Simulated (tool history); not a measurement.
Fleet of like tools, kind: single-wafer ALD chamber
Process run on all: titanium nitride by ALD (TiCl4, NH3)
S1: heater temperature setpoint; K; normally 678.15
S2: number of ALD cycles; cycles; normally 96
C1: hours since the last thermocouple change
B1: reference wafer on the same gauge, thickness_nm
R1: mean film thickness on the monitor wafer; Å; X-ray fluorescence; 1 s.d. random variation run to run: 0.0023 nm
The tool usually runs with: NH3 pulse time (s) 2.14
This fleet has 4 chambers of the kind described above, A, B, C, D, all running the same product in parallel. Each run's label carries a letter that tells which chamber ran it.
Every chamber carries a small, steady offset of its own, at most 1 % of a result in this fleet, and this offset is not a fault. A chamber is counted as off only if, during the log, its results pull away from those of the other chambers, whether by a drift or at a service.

{"run": "1D", "hour": 13.1, "S1": 678.15, "S2": 96, "NH3 pulse time (s)": 2.14, "C1": 1300.6, "B1": 2.2197, "R1": 21.328}
{"run": "2B", "hour": 25.1, "S1": 678.15, "S2": 96, "NH3 pulse time (s)": 2.14, "C1": 898.7, "B1": 2.2204, "R1": 21.21}
{"run": "3C", "hour": 35.2, "S1": 678.15, "S2": 96, "NH3 pulse time (s)": 2.14, "C1": 1318.6, "B1": 2.2209, "R1": 21.421}
{"run": "4A", "hour": 45.0, "S1": 678.15, "S2": 96, "NH3 pulse time (s)": 2.14, "C1": 694.0, "B1": 2.2206, "R1": 21.337}
{"run": "5C", "hour": 54.1, "S1": 678.15, "S2": 96, "NH3 pulse time (s)": 2.14, "C1": 1337.5, "B1": 2.2213, "R1": 21.43}
{"run": "6D", "hour": 67.1, "S1": 678.15, "S2": 96, "NH3 pulse time (s)": 2.14, "C1": 1354.6, "B1": 2.2212, "R1": 21.305}
{"run": "7B", "hour": 76.3, "S1": 678.15, "S2": 96, "NH3 pulse time (s)": 2.14, "C1": 949.9, "B1": 2.2213, "R1": 21.199}
{"run": "8A", "hour": 87.5, "S1": 678.15, "S2": 96, "NH3 pulse time (s)": 2.14, "C1": 736.5, "B1": 2.2219, "R1": 21.337}
{"run": "9D", "hour": 94.9, "S1": 678.15, "S2": 96, "NH3 pulse time (s)": 2.14, "C1": 1382.4, "B1": 2.2222, "R1": 21.356}
{"run": "10C", "hour": 101.6, "S1": 678.15, "S2": 96, "NH3 pulse time (s)": 2.14, "C1": 1385.0, "B1": 2.2216, "R1": 21.46}
{"run": "11A", "hour": 109.1, "S1": 678.15, "S2": 96, "NH3 pulse time (s)": 2.14, "C1": 758.1, "B1": 2.2225, "R1": 21.358}
{"run": "12B", "hour": 116.7, "S1": 678.15, "S2": 96, "NH3 pulse time (s)": 2.14, "C1": 990.3, "B1": 2.222, "R1": 21.195}
{"run": "13C", "hour": 125.6, "S1": 678.15, "S2": 96, "NH3 pulse time (s)": 2.14, "C1": 1409.0, "B1": 2.2225, "R1": 21.482}
{"run": "14D", "hour": 134.2, "S1": 678.15, "S2": 96, "NH3 pulse time (s)": 2.14, "C1": 1421.7, "B1": 2.2227, "R1": 21.338}
{"run": "15B", "hour": 142.0, "S1": 678.15, "S2": 96, "NH3 pulse time (s)": 2.14, "C1": 1015.6, "B1": 2.2234, "R1": 21.203}
{"run": "16A", "hour": 151.2, "S1": 678.15, "S2": 96, "NH3 pulse time (s)": 2.14, "C1": 800.2, "B1": 2.2234, "R1": 21.326}
{"run": "17A", "hour": 163.8, "S1": 678.15, "S2": 96, "NH3 pulse time (s)": 2.14, "C1": 812.8, "B1": 2.2235, "R1": 21.368}
{"run": "18D", "hour": 175.9, "S1": 678.15, "S2": 96, "NH3 pulse time (s)": 2.14, "C1": 1463.4, "B1": 2.2245, "R1": 21.305}
{"hour": 180.9, "done": "chamber B: thermocouple changed; heater temperature recalibrated"}
{"run": "19C", "hour": 185.6, "S1": 670.15, "S2": 96, "NH3 pulse time (s)": 2.14, "C1": 1469.0, "B1": 2.2237, "R1": 21.357}
{"run": "20B", "hour": 198.4, "S1": 670.15, "S2": 96, "NH3 pulse time (s)": 2.14, "C1": 17.6, "B1": 2.2239, "R1": 21.175}
{"run": "21A", "hour": 206.4, "S1": 670.15, "S2": 96, "NH3 pulse time (s)": 2.14, "C1": 855.4, "B1": 2.2244, "R1": 21.276}
{"run": "22C", "hour": 218.9, "S1": 670.15, "S2": 96, "NH3 pulse time (s)": 2.14, "C1": 1502.3, "B1": 2.2248, "R1": 21.391}
{"run": "23D", "hour": 229.8, "S1": 678.15, "S2": 96, "NH3 pulse time (s)": 2.14, "C1": 1517.3, "B1": 2.2249, "R1": 21.352}
{"run": "24B", "hour": 238.4, "S1": 678.15, "S2": 96, "NH3 pulse time (s)": 2.14, "C1": 57.6, "B1": 2.2253, "R1": 21.26}
{"run": "25C", "hour": 252.0, "S1": 678.15, "S2": 96, "NH3 pulse time (s)": 2.14, "C1": 1535.4, "B1": 2.2252, "R1": 21.478}
{"run": "26B", "hour": 262.2, "S1": 678.15, "S2": 96, "NH3 pulse time (s)": 2.14, "C1": 81.4, "B1": 2.2262, "R1": 21.241}
{"run": "27A", "hour": 271.1, "S1": 678.15, "S2": 88, "NH3 pulse time (s)": 2.58, "C1": 920.1, "B1": 2.2258, "R1": 19.732}
{"run": "28D", "hour": 281.3, "S1": 678.15, "S2": 88, "NH3 pulse time (s)": 2.58, "C1": 1568.8, "B1": 2.2265, "R1": 19.703}
{"run": "29D", "hour": 290.2, "S1": 678.15, "S2": 88, "NH3 pulse time (s)": 2.58, "C1": 1577.7, "B1": 2.2259, "R1": 19.703}
{"run": "30C", "hour": 296.5, "S1": 678.15, "S2": 88, "NH3 pulse time (s)": 2.58, "C1": 1579.9, "B1": 2.2263, "R1": 19.871}
{"run": "31A", "hour": 305.0, "S1": 678.15, "S2": 96, "NH3 pulse time (s)": 2.14, "C1": 954.0, "B1": 2.2265, "R1": 21.422}
{"run": "32B", "hour": 316.8, "S1": 671.15, "S2": 108, "NH3 pulse time (s)": 2.14, "C1": 136.0, "B1": 2.2274, "R1": 23.831}
{"run": "33D", "hour": 329.8, "S1": 671.15, "S2": 108, "NH3 pulse time (s)": 2.14, "C1": 1617.3, "B1": 2.2271, "R1": 23.981}
{"run": "34C", "hour": 339.4, "S1": 671.15, "S2": 108, "NH3 pulse time (s)": 2.14, "C1": 1622.8, "B1": 2.2283, "R1": 24.068}
{"run": "35B", "hour": 347.1, "S1": 671.15, "S2": 108, "NH3 pulse time (s)": 2.14, "C1": 166.3, "B1": 2.2273, "R1": 23.833}
{"run": "36A", "hour": 358.6, "S1": 678.15, "S2": 96, "NH3 pulse time (s)": 2.14, "C1": 1007.6, "B1": 2.2277, "R1": 21.427}
{"run": "37B", "hour": 365.0, "S1": 678.15, "S2": 90, "NH3 pulse time (s)": 2.14, "C1": 184.2, "B1": 2.2279, "R1": 19.961}
{"run": "38D", "hour": 376.5, "S1": 678.15, "S2": 90, "NH3 pulse time (s)": 2.14, "C1": 1664.0, "B1": 2.228, "R1": 20.047}
{"run": "39C", "hour": 386.9, "S1": 678.15, "S2": 90, "NH3 pulse time (s)": 2.14, "C1": 1670.3, "B1": 2.2284, "R1": 20.163}
{"run": "40A", "hour": 396.7, "S1": 678.15, "S2": 90, "NH3 pulse time (s)": 2.14, "C1": 1045.7, "B1": 2.2288, "R1": 20.094}
{"run": "41B", "hour": 405.2, "S1": 678.15, "S2": 96, "NH3 pulse time (s)": 2.14, "C1": 224.4, "B1": 2.2294, "R1": 21.267}
{"run": "42C", "hour": 413.8, "S1": 678.15, "S2": 96, "NH3 pulse time (s)": 2.14, "C1": 1697.2, "B1": 2.2291, "R1": 21.477}
{"run": "43D", "hour": 425.7, "S1": 678.15, "S2": 96, "NH3 pulse time (s)": 2.14, "C1": 1713.2, "B1": 2.2296, "R1": 21.39}
{"run": "44A", "hour": 433.4, "S1": 678.15, "S2": 96, "NH3 pulse time (s)": 2.14, "C1": 1082.4, "B1": 2.2289, "R1": 21.448}

Decide between three cases: one chamber stands off from its peers, the gauge reading all wafers drifts, or nothing is wrong past each chamber's small offset. Where a chamber is off, say which and what most likely put it there.

Gauge drift. The chambers move together only on paper, and none stands off.
Cause: gauge reads high (%) = 0.439.
